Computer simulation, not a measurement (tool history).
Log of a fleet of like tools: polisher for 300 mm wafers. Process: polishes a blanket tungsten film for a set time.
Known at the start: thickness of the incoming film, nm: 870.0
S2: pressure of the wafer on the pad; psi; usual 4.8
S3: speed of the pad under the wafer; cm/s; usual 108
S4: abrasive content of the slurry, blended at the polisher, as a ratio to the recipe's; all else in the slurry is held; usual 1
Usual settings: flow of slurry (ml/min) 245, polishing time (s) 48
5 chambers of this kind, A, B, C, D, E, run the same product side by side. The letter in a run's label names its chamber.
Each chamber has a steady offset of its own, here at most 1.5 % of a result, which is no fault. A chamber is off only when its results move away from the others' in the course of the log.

run 1C hour=6.7 | flow_of_slurry_(ml/min)=245 S2=4.8 S3=108 S4=1 polishing_time_(s)=48 | film_removed_(Å)=2990.2
-- hour=11.9 chamber A: slurry tank refilled with fresh slurry and peroxide
run 2E hour=14.6 | flow_of_slurry_(ml/min)=245 S2=4.8 S3=108 S4=1 polishing_time_(s)=48 | film_removed_(Å)=3004.8
-- hour=16.0 chamber A: worn pad replaced by a new one
run 3B hour=19.4 | flow_of_slurry_(ml/min)=245 S2=4.8 S3=108 S4=1 polishing_time_(s)=48 | film_removed_(Å)=2905.6
-- hour=23.0 chamber D: slurry nozzle cleaned
run 4A hour=27.1 | flow_of_slurry_(ml/min)=245 S2=4.8 S3=108 S4=1 polishing_time_(s)=48 | film_removed_(Å)=2955.8
-- hour=31.1 chamber D: worn pad replaced by a new one
run 5D hour=33.5 | flow_of_slurry_(ml/min)=245 S2=4.8 S3=108 S4=1 polishing_time_(s)=48 | film_removed_(Å)=2938.2
run 6A hour=41.1 | flow_of_slurry_(ml/min)=245 S2=4.8 S3=108 S4=1 polishing_time_(s)=48 | film_removed_(Å)=2937.6
-- hour=41.4 chamber E: slurry blender recalibrated
-- hour=44.9 chamber B: slurry blender recalibrated
-- hour=46.5 chamber A: slurry nozzle cleaned
run 7E hour=48.0 | flow_of_slurry_(ml/min)=245 S2=4.8 S3=108 S4=1 polishing_time_(s)=48 | film_removed_(Å)=2938.8
-- hour=56.0 chamber E: slurry tank refilled with fresh slurry and peroxide
run 8D hour=56.9 | flow_of_slurry_(ml/min)=245 S2=3.4 S3=108 S4=1 polishing_time_(s)=62 | film_removed_(Å)=2672.2
-- hour=58.0 chamber E: worn pad replaced by a new one
-- hour=61.1 chamber C: worn pad replaced by a new one
run 9C hour=65.1 | flow_of_slurry_(ml/min)=245 S2=3.4 S3=108 S4=1 polishing_time_(s)=62 | film_removed_(Å)=2791.6
-- hour=68.2 chamber D: slurry blender recalibrated
run 10B hour=73.5 | flow_of_slurry_(ml/min)=245 S2=3.4 S3=108 S4=1 polishing_time_(s)=62 | film_removed_(Å)=2779.4
run 11A hour=83.5 | flow_of_slurry_(ml/min)=245 S2=3.4 S3=108 S4=1 polishing_time_(s)=62 | film_removed_(Å)=2705.8
run 12E hour=91.3 | flow_of_slurry_(ml/min)=245 S2=3.4 S3=108 S4=1 polishing_time_(s)=62 | film_removed_(Å)=2690.8
-- hour=92.2 chamber B: slurry tank refilled with fresh slurry and peroxide
-- hour=93.1 chamber A: slurry blender recalibrated
run 13D hour=98.2 | flow_of_slurry_(ml/min)=245 S2=4.8 S3=108 S4=1 polishing_time_(s)=48 | film_removed_(Å)=2913.3
run 14C hour=104.1 | flow_of_slurry_(ml/min)=245 S2=4.8 S3=108 S4=1 polishing_time_(s)=48 | film_removed_(Å)=2969.8
-- hour=110.7 chamber B: worn pad replaced by a new one
run 15B hour=112.0 | flow_of_slurry_(ml/min)=245 S2=4.8 S3=108 S4=1 polishing_time_(s)=48 | film_removed_(Å)=2937.2
-- hour=118.3 chamber E: slurry tank refilled with fresh slurry and peroxide
run 16A hour=120.5 | flow_of_slurry_(ml/min)=245 S2=4.8 S3=108 S4=1 polishing_time_(s)=48 | film_removed_(Å)=2978.6
-- hour=121.9 chamber C: slurry tank refilled with fresh slurry and peroxide
run 17D hour=130.5 | flow_of_slurry_(ml/min)=245 S2=4.8 S3=108 S4=1 polishing_time_(s)=48 | film_removed_(Å)=2798.8
run 18B hour=138.6 | flow_of_slurry_(ml/min)=245 S2=4.8 S3=108 S4=1 polishing_time_(s)=48 | film_removed_(Å)=2957.2
-- hour=139.7 chamber A: head pressure recalibrated
-- hour=145.9 chamber B: head pressure recalibrated
run 19C hour=146.4 | flow_of_slurry_(ml/min)=245 S2=4.8 S3=108 S4=1 polishing_time_(s)=48 | film_removed_(Å)=2984.0
run 20E hour=153.4 | flow_of_slurry_(ml/min)=245 S2=4.8 S3=82 S4=1 polishing_time_(s)=48 | film_removed_(Å)=2245.4
run 21E hour=160.7 | flow_of_slurry_(ml/min)=245 S2=4.8 S3=82 S4=1 polishing_time_(s)=48 | film_removed_(Å)=2181.5
-- hour=163.2 chamber E: worn pad replaced by a new one
run 22D hour=167.8 | flow_of_slurry_(ml/min)=245 S2=4.8 S3=82 S4=1 polishing_time_(s)=48 | film_removed_(Å)=2058.6
-- hour=175.4 chamber A: slurry tank refilled with fresh slurry and peroxide
run 23C hour=175.6 | flow_of_slurry_(ml/min)=245 S2=4.8 S3=82 S4=1 polishing_time_(s)=48 | film_removed_(Å)=2204.6
-- hour=176.0 chamber E: slurry tank refilled with fresh slurry and peroxide
run 24B hour=185.0 | flow_of_slurry_(ml/min)=245 S2=4.8 S3=82 S4=1 polishing_time_(s)=48 | film_removed_(Å)=2252.1
run 25A hour=192.2 | flow_of_slurry_(ml/min)=245 S2=4.8 S3=108 S4=1 polishing_time_(s)=48 | film_removed_(Å)=2956.3
-- hour=193.8 chamber E: slurry blender recalibrated
-- hour=194.2 chamber B: slurry tank refilled with fresh slurry and peroxide
run 26E hour=199.6 | flow_of_slurry_(ml/min)=245 S2=4.8 S3=108 S4=1 polishing_time_(s)=48 | film_removed_(Å)=2952.4
run 27C hour=209.2 | flow_of_slurry_(ml/min)=245 S2=4.8 S3=108 S4=1 polishing_time_(s)=48 | film_removed_(Å)=2885.6
-- hour=210.5 chamber C: worn pad replaced by a new one
run 28B hour=217.9 | flow_of_slurry_(ml/min)=245 S2=4.8 S3=108 S4=1 polishing_time_(s)=48 | film_removed_(Å)=2952.4
-- hour=218.7 chamber A: worn pad replaced by a new one
-- hour=226.7 chamber C: slurry nozzle cleaned
run 29D hour=228.0 | flow_of_slurry_(ml/min)=245 S2=4.8 S3=108 S4=1 polishing_time_(s)=48 | film_removed_(Å)=2668.6
run 30A hour=235.6 | flow_of_slurry_(ml/min)=245 S2=4.8 S3=108 S4=1 polishing_time_(s)=48 | film_removed_(Å)=2956.7
-- hour=235.7 chamber E: slurry tank refilled with fresh slurry and peroxide
run 31D hour=242.0 | flow_of_slurry_(ml/min)=245 S2=4.8 S3=108 S4=1 polishing_time_(s)=48 | film_removed_(Å)=2662.0
run 32C hour=246.8 | flow_of_slurry_(ml/min)=245 S2=4.8 S3=108 S4=1 polishing_time_(s)=48 | film_removed_(Å)=2952.0
run 33B hour=256.1 | flow_of_slurry_(ml/min)=245 S2=4.8 S3=108 S4=1 polishing_time_(s)=48 | film_removed_(Å)=2922.4
-- hour=262.4 chamber E: head pressure recalibrated
run 34A hour=264.7 | flow_of_slurry_(ml/min)=245 S2=4.8 S3=108 S4=1 polishing_time_(s)=48 | film_removed_(Å)=3026.6
run 35E hour=275.1 | flow_of_slurry_(ml/min)=245 S2=4.8 S3=138 S4=1 polishing_time_(s)=56 | film_removed_(Å)=4388.4

All 5 chambers run these settings next. Forecast each chamber's results:
run 36A hour=282.4 | flow_of_slurry_(ml/min)=245 S2=5.7 S3=108 S4=1 polishing_time_(s)=48 | film_removed_(Å)=?
run 36B hour=282.4 | flow_of_slurry_(ml/min)=245 S2=5.7 S3=108 S4=1 polishing_time_(s)=48 | film_removed_(Å)=?
run 36C hour=282.4 | flow_of_slurry_(ml/min)=245 S2=5.7 S3=108 S4=1 polishing_time_(s)=48 | film_removed_(Å)=?
run 36D hour=282.4 | flow_of_slurry_(ml/min)=245 S2=5.7 S3=108 S4=1 polishing_time_(s)=48 | film_removed_(Å)=?
run 36E hour=282.4 | flow_of_slurry_(ml/min)=245 S2=5.7 S3=108 S4=1 polishing_time_(s)=48 | film_removed_(Å)=?

run=36A film_removed_(Å)=3508.1
run=36B film_removed_(Å)=3514.2
run=36C film_removed_(Å)=3390.5
run=36D film_removed_(Å)=2975.1
run=36E film_removed_(Å)=3574.2
